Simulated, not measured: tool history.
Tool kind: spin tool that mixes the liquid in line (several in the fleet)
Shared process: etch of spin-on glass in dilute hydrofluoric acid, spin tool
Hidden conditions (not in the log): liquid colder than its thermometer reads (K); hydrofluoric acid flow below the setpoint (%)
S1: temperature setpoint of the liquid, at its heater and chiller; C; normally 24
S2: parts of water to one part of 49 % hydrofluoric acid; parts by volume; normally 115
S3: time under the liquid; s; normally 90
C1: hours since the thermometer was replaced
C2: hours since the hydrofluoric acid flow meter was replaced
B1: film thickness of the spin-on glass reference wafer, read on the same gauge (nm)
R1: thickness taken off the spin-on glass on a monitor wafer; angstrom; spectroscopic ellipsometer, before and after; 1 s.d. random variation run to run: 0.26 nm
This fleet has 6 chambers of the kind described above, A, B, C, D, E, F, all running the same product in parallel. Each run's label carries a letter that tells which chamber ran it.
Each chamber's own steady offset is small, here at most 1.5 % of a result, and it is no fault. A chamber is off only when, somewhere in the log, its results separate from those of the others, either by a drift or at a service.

run 1B day=0.425 | S1=24 S2=115 S3=90 | C1=1240.9 C2=183.0 | B1=90.008 | R1=384.51
run 2C day=0.654 | S1=24 S2=115 S3=90 | C1=947.2 C2=401.3 | B1=89.981 | R1=382.48
run 3E day=0.875 | S1=24 S2=115 S3=90 | C1=441.9 C2=2413.9 | B1=90.003 | R1=379.21
run 4F day=1.192 | S1=24 S2=115 S3=90 | C1=146.2 C2=243.3 | B1=89.970 | R1=376.35
run 5D day=1.612 | S1=24 S2=115 S3=90 | C1=538.2 C2=844.4 | B1=90.031 | R1=378.90
run 6A day=1.917 | S1=24 S2=115 S3=90 | C1=2612.4 C2=776.2 | B1=89.986 | R1=377.69
run 7D day=2.279 | S1=24 S2=115 S3=90 | C1=554.2 C2=860.4 | B1=90.004 | R1=379.80
run 8E day=2.642 | S1=24 S2=115 S3=90 | C1=484.3 C2=2456.3 | B1=90.001 | R1=377.28
run 9B day=2.983 | S1=24 S2=115 S3=90 | C1=1302.3 C2=244.4 | B1=90.009 | R1=374.33
run 10F day=3.288 | S1=24 S2=115 S3=90 | C1=196.5 C2=293.6 | B1=90.002 | R1=375.53
run 11C day=3.750 | S1=20 S2=115 S3=90 | C1=1021.5 C2=475.6 | B1=89.994 | R1=328.44
run 12A day=3.996 | S1=20 S2=115 S3=90 | C1=2662.3 C2=826.1 | B1=90.011 | R1=321.60
-- day=4.029 chamber C: hydrofluoric acid flow meter replaced
run 13E day=4.233 | S1=20 S2=115 S3=90 | C1=522.5 C2=2494.5 | B1=90.001 | R1=323.25
run 14A day=4.508 | S1=20 S2=115 S3=90 | C1=2674.6 C2=838.4 | B1=90.006 | R1=318.99
run 15C day=4.871 | S1=20 S2=115 S3=90 | C1=1048.4 C2=20.2 | B1=89.993 | R1=328.54
-- day=5.133 chamber E: hydrofluoric acid flow meter replaced
run 16B day=5.283 | S1=20 S2=115 S3=90 | C1=1357.5 C2=299.6 | B1=90.008 | R1=326.84
run 17F day=5.700 | S1=24 S2=115 S3=90 | C1=254.4 C2=351.5 | B1=89.990 | R1=376.75
run 18D day=6.067 | S1=24 S2=115 S3=90 | C1=645.1 C2=951.3 | B1=89.982 | R1=379.90
run 19E day=6.329 | S1=24 S2=115 S3=90 | C1=572.8 C2=28.7 | B1=89.999 | R1=379.71
run 20A day=6.742 | S1=24 S2=115 S3=90 | C1=2728.2 C2=892.0 | B1=90.000 | R1=380.77
run 21F day=7.146 | S1=24 S2=115 S3=90 | C1=289.1 C2=386.2 | B1=89.991 | R1=372.18
-- day=7.571 chamber A: thermometer replaced
run 22B day=7.588 | S1=24 S2=115 S3=90 | C1=1412.8 C2=354.9 | B1=89.994 | R1=376.33
run 23C day=7.892 | S1=24 S2=115 S3=90 | C1=1120.9 C2=92.7 | B1=90.000 | R1=386.47
run 24D day=8.262 | S1=24 S2=115 S3=90 | C1=697.8 C2=1004.0 | B1=90.018 | R1=377.12
run 25D day=8.588 | S1=24 S2=115 S3=90 | C1=705.6 C2=1011.8 | B1=89.982 | R1=375.06
run 26E day=8.962 | S1=24 S2=85 S3=65 | C1=636.0 C2=91.9 | B1=89.992 | R1=386.47
run 27B day=9.312 | S1=24 S2=85 S3=65 | C1=1454.2 C2=396.3 | B1=90.003 | R1=367.68
run 28F day=9.621 | S1=24 S2=85 S3=65 | C1=348.5 C2=445.6 | B1=90.003 | R1=383.69
run 29C day=10.067 | S1=24 S2=85 S3=65 | C1=1173.1 C2=144.9 | B1=89.999 | R1=388.17
run 30A day=10.304 | S1=24 S2=85 S3=65 | C1=65.6 C2=977.5 | B1=90.002 | R1=389.01
run 31B day=10.538 | S1=24 S2=85 S3=65 | C1=1483.6 C2=425.7 | B1=89.991 | R1=362.12
run 32E day=10.829 | S1=24 S2=115 S3=90 | C1=680.8 C2=136.7 | B1=90.010 | R1=378.99
run 33C day=11.200 | S1=24 S2=115 S3=90 | C1=1200.3 C2=172.1 | B1=90.013 | R1=383.60
run 34D day=11.450 | S1=24 S2=115 S3=90 | C1=774.3 C2=1080.5 | B1=90.003 | R1=380.55
run 35A day=11.867 | S1=24 S2=115 S3=90 | C1=103.1 C2=1015.0 | B1=90.015 | R1=382.62
run 36F day=12.338 | S1=24 S2=115 S3=90 | C1=413.7 C2=510.8 | B1=90.003 | R1=376.82
run 37A day=12.662 | S1=24 S2=115 S3=90 | C1=122.2 C2=1034.1 | B1=90.024 | R1=378.81
run 38B day=12.883 | S1=24 S2=115 S3=90 | C1=1539.9 C2=482.0 | B1=89.993 | R1=351.89

Is one chamber off against the others, does the gauge drift, or is nothing wrong? If a chamber is off, say which, and what the likeliest cause is.

It is chamber B that slowly wanders off from its peers.
Most likely cause: hydrofluoric acid flow below the setpoint (%) = 7.34.
The log might look much the same if the cause were instead: liquid colder than its thermometer reads (K).

Below are 4 candidate recipes for chamber B's next run, each the usual settings with a change, their results shown as question marks. Which of them brings B's results back in line with what the other chambers give on the usual settings?
Counts as in line when no further than this from what the other chambers average on the usual settings: R1 9.00 angstrom
run 39B-1 day=13.217 | S1=26 S2=115 S3=90 | R1=?
run 39B-2 day=13.217 | S1=23 S2=115 S3=90 | R1=?
run 39B-3 day=13.217 | S1=22 S2=115 S3=90 | R1=?
run 39B-4 day=13.217 | S1=25 S2=115 S3=90 | R1=?

Usual-settings mean across the other chambers: R1 379.25 angstrom
run=39B-1 R1=378.14
run=39B-2 R1=335.99
run=39B-3 R1=322.85
run=39B-4 R1=363.77
Change 39B-1 lands the chamber within the allowed miss of the other chambers.
